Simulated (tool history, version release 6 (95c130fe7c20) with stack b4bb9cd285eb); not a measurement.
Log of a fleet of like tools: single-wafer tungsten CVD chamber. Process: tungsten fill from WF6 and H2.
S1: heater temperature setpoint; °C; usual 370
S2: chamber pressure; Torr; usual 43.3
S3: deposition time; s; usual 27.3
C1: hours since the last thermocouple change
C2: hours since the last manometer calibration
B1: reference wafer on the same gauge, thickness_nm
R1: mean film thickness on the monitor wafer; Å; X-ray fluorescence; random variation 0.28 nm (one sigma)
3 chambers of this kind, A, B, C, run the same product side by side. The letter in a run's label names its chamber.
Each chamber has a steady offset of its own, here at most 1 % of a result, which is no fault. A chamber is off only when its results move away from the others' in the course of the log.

{"run": "1A", "hour": 4.2, "S1": 370, "S2": 43.3, "S3": 27.3, "C1": 2280.6, "C2": 256.5, "B1": 48.726, "R1": 515.08}
{"run": "2B", "hour": 10.3, "S1": 370, "S2": 43.3, "S3": 27.3, "C1": 1034.7, "C2": 754.4, "B1": 48.631, "R1": 514.1}
{"run": "3C", "hour": 16.0, "S1": 370, "S2": 43.3, "S3": 27.3, "C1": 1480.7, "C2": 128.8, "B1": 48.679, "R1": 520.23}
{"run": "4A", "hour": 21.2, "S1": 370, "S2": 43.3, "S3": 27.3, "C1": 2297.6, "C2": 273.5, "B1": 48.736, "R1": 521.2}
{"run": "5C", "hour": 25.0, "S1": 370, "S2": 43.3, "S3": 27.3, "C1": 1489.7, "C2": 137.8, "B1": 48.703, "R1": 517.07}
{"run": "6B", "hour": 29.3, "S1": 370, "S2": 43.3, "S3": 27.3, "C1": 1053.7, "C2": 773.4, "B1": 48.698, "R1": 518.65}
{"run": "7A", "hour": 33.2, "S1": 370, "S2": 43.3, "S3": 27.3, "C1": 2309.6, "C2": 285.5, "B1": 48.696, "R1": 518.34}
{"run": "8C", "hour": 36.6, "S1": 370, "S2": 43.3, "S3": 27.3, "C1": 1501.3, "C2": 149.4, "B1": 48.702, "R1": 514.72}
{"run": "9B", "hour": 42.1, "S1": 370, "S2": 43.3, "S3": 24.9, "C1": 1066.5, "C2": 786.2, "B1": 48.708, "R1": 472.21}
{"run": "10C", "hour": 44.9, "S1": 370, "S2": 43.3, "S3": 24.9, "C1": 1509.6, "C2": 157.7, "B1": 48.714, "R1": 471.38}
{"run": "11B", "hour": 49.2, "S1": 370, "S2": 43.3, "S3": 24.9, "C1": 1073.6, "C2": 793.3, "B1": 48.656, "R1": 468.56}
{"run": "12A", "hour": 54.6, "S1": 370, "S2": 43.3, "S3": 27.3, "C1": 2331.0, "C2": 306.9, "B1": 48.714, "R1": 518.24}
{"run": "13C", "hour": 59.8, "S1": 370, "S2": 43.3, "S3": 27.3, "C1": 1524.5, "C2": 172.6, "B1": 48.706, "R1": 520.12}
{"run": "14A", "hour": 63.0, "S1": 370, "S2": 43.3, "S3": 24.5, "C1": 2339.4, "C2": 315.3, "B1": 48.685, "R1": 465.15}
{"run": "15B", "hour": 66.2, "S1": 370, "S2": 43.3, "S3": 24.5, "C1": 1090.6, "C2": 810.3, "B1": 48.72, "R1": 466.93}
{"run": "16C", "hour": 71.6, "S1": 370, "S2": 43.3, "S3": 24.5, "C1": 1536.3, "C2": 184.4, "B1": 48.704, "R1": 470.37}
{"run": "17B", "hour": 76.1, "S1": 370, "S2": 43.3, "S3": 27.3, "C1": 1100.5, "C2": 820.2, "B1": 48.672, "R1": 513.0}
{"run": "18A", "hour": 81.9, "S1": 370, "S2": 43.3, "S3": 27.3, "C1": 2358.3, "C2": 334.2, "B1": 48.761, "R1": 516.6}
{"run": "19C", "hour": 86.3, "S1": 370, "S2": 43.3, "S3": 27.3, "C1": 1551.0, "C2": 199.1, "B1": 48.677, "R1": 521.28}
{"run": "20B", "hour": 90.2, "S1": 370, "S2": 43.3, "S3": 27.3, "C1": 1114.6, "C2": 834.3, "B1": 48.676, "R1": 515.2}
{"run": "21A", "hour": 94.5, "S1": 370, "S2": 43.3, "S3": 27.3, "C1": 2370.9, "C2": 346.8, "B1": 48.696, "R1": 519.0}
{"run": "22C", "hour": 99.6, "S1": 362, "S2": 43.3, "S3": 24.5, "C1": 1564.3, "C2": 212.4, "B1": 48.733, "R1": 389.48}
{"run": "23A", "hour": 102.8, "S1": 362, "S2": 43.3, "S3": 24.5, "C1": 2379.2, "C2": 355.1, "B1": 48.686, "R1": 391.63}
{"run": "24B", "hour": 107.4, "S1": 362, "S2": 43.3, "S3": 24.5, "C1": 1131.8, "C2": 851.5, "B1": 48.67, "R1": 388.91}
{"run": "25C", "hour": 110.7, "S1": 361, "S2": 43.3, "S3": 27.3, "C1": 1575.4, "C2": 223.5, "B1": 48.688, "R1": 422.29}
{"run": "26B", "hour": 116.7, "S1": 361, "S2": 43.3, "S3": 27.3, "C1": 1141.1, "C2": 860.8, "B1": 48.751, "R1": 426.11}
{"run": "27A", "hour": 120.1, "S1": 361, "S2": 43.3, "S3": 27.3, "C1": 2396.5, "C2": 372.4, "B1": 48.683, "R1": 426.38}

All 3 chambers run these settings next. Forecast each chamber's results:
{"run": "28A", "hour": 124.4, "S1": 370, "S2": 43.3, "S3": 27.3, "R1": "?"}
{"run": "28B", "hour": 124.4, "S1": 370, "S2": 43.3, "S3": 27.3, "R1": "?"}
{"run": "28C", "hour": 124.4, "S1": 370, "S2": 43.3, "S3": 27.3, "R1": "?"}

run=28A R1=524.16
run=28B R1=516.85
run=28C R1=515.97

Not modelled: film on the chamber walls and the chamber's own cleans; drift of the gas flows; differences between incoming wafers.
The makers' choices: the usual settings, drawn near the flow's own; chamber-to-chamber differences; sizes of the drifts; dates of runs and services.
